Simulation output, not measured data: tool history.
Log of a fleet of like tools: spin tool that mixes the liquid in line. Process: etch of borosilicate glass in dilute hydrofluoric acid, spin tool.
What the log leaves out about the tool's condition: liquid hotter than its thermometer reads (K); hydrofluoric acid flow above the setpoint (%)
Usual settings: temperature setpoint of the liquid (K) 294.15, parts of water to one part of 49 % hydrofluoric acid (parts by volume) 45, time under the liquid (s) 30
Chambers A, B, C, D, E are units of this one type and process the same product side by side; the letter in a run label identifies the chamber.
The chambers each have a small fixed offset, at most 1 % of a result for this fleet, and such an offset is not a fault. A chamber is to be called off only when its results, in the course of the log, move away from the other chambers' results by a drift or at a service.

| run | hour | temperature setpoint of the liquid (K) | parts of water to one part of 49 % hydrofluoric acid (parts by volume) | time under the liquid (s) | hours since the thermometer was replaced | hours since the hydrofluoric acid flow meter was replaced | read-back film thickness of the borosilicate glass reference wafer, read on the same gauge (nm) | thickness taken off the borosilicate glass on a monitor wafer (angstrom) |
|---|---|---|---|---|---|---|---|---|
|  | 3.3 | chamber E: thermometer replaced |
| 1D | 9.2 | 294.15 | 45 | 30 | 410.2 | 1627.8 | 150.01 | 225.96 |
| 2C | 20.8 | 294.15 | 45 | 30 | 237 | 546.7 | 150.01 | 220.25 |
| 3E | 29.8 | 294.15 | 45 | 30 | 26.6 | 206.4 | 150.02 | 223.23 |
| 4B | 39 | 294.15 | 45 | 30 | 161 | 245.6 | 150.02 | 222.71 |
| 5A | 46.2 | 294.15 | 45 | 30 | 357.7 | 1365 | 149.97 | 222.51 |
| 6B | 59.7 | 294.15 | 45 | 30 | 181.7 | 266.3 | 149.99 | 223.88 |
| 7C | 70.7 | 294.15 | 45 | 30 | 286.9 | 596.6 | 150.01 | 222.74 |
| 8D | 81.6 | 294.15 | 45 | 30 | 482.6 | 1700.2 | 150 | 222.78 |
| 9A | 90.3 | 294.15 | 45 | 30 | 401.8 | 1409.1 | 149.99 | 225.15 |
| 10E | 103.4 | 294.15 | 45 | 30 | 100.2 | 280 | 149.98 | 223.59 |
| 11A | 115.7 | 299.15 | 45 | 30 | 427.2 | 1434.5 | 149.98 | 276.75 |
|  | 125.1 | chamber A: hydrofluoric acid flow meter replaced |
| 12C | 129.5 | 299.15 | 45 | 30 | 345.7 | 655.4 | 150.01 | 278.6 |
| 13E | 140.7 | 299.15 | 45 | 30 | 137.5 | 317.3 | 149.99 | 276.85 |
| 14B | 147.9 | 299.15 | 45 | 30 | 269.9 | 354.5 | 150 | 272.96 |
| 15D | 157.4 | 299.15 | 45 | 30 | 558.4 | 1776 | 150 | 274.5 |
| 16D | 165.1 | 294.15 | 45 | 30 | 566.1 | 1783.7 | 150.01 | 223.04 |
| 17B | 177.1 | 294.15 | 45 | 30 | 299.1 | 383.7 | 150 | 220.29 |
| 18C | 188.4 | 294.15 | 60 | 30 | 404.6 | 714.3 | 150.01 | 171.76 |
| 19A | 194.6 | 294.15 | 60 | 30 | 506.1 | 69.6 | 150.02 | 164.15 |
|  | 199.6 | chamber D: hydrofluoric acid flow meter replaced |
| 20E | 207.3 | 294.15 | 60 | 30 | 204.1 | 383.9 | 150 | 164.28 |
| 21C | 214.4 | 294.15 | 60 | 30 | 430.6 | 740.3 | 150.01 | 173.99 |
| 22E | 226.5 | 294.15 | 60 | 30 | 223.3 | 403.1 | 149.97 | 167.16 |
| 23A | 236.3 | 290.65 | 45 | 30 | 547.8 | 111.3 | 150 | 192.35 |
| 24B | 244 | 290.65 | 45 | 30 | 366 | 450.6 | 150 | 192.49 |
| 25D | 255.2 | 290.65 | 45 | 30 | 656.2 | 55.6 | 150 | 193.65 |
| 26D | 263.3 | 290.65 | 45 | 30 | 664.3 | 63.7 | 149.99 | 193.52 |
| 27E | 275.8 | 290.65 | 45 | 30 | 272.6 | 452.4 | 149.99 | 192.76 |
|  | 285.1 | chamber B: hydrofluoric acid flow meter replaced |
| 28B | 288.5 | 294.15 | 45 | 30 | 410.5 | 3.4 | 150 | 227.24 |
| 29C | 296.4 | 294.15 | 45 | 20 | 512.6 | 822.3 | 149.99 | 162.37 |
| 30A | 305.5 | 294.15 | 45 | 20 | 617 | 180.5 | 150 | 149.55 |

Next, all 5 chambers run the settings below, one line each with question marks for the results. What does each chamber give?
| 31A | 315.8 | 294.15 | 45 | 30 |  |  |  | ? |
| 31B | 315.8 | 294.15 | 45 | 30 |  |  |  | ? |
| 31C | 315.8 | 294.15 | 45 | 30 |  |  |  | ? |
| 31D | 315.8 | 294.15 | 45 | 30 |  |  |  | ? |
| 31E | 315.8 | 294.15 | 45 | 30 |  |  |  | ? |

| run | thickness taken off the borosilicate glass on a monitor wafer (angstrom) |
|---|---|
| 31A | 223.5 |
| 31B | 225.64 |
| 31C | 241.79 |
| 31D | 219.9 |
| 31E | 225.34 |
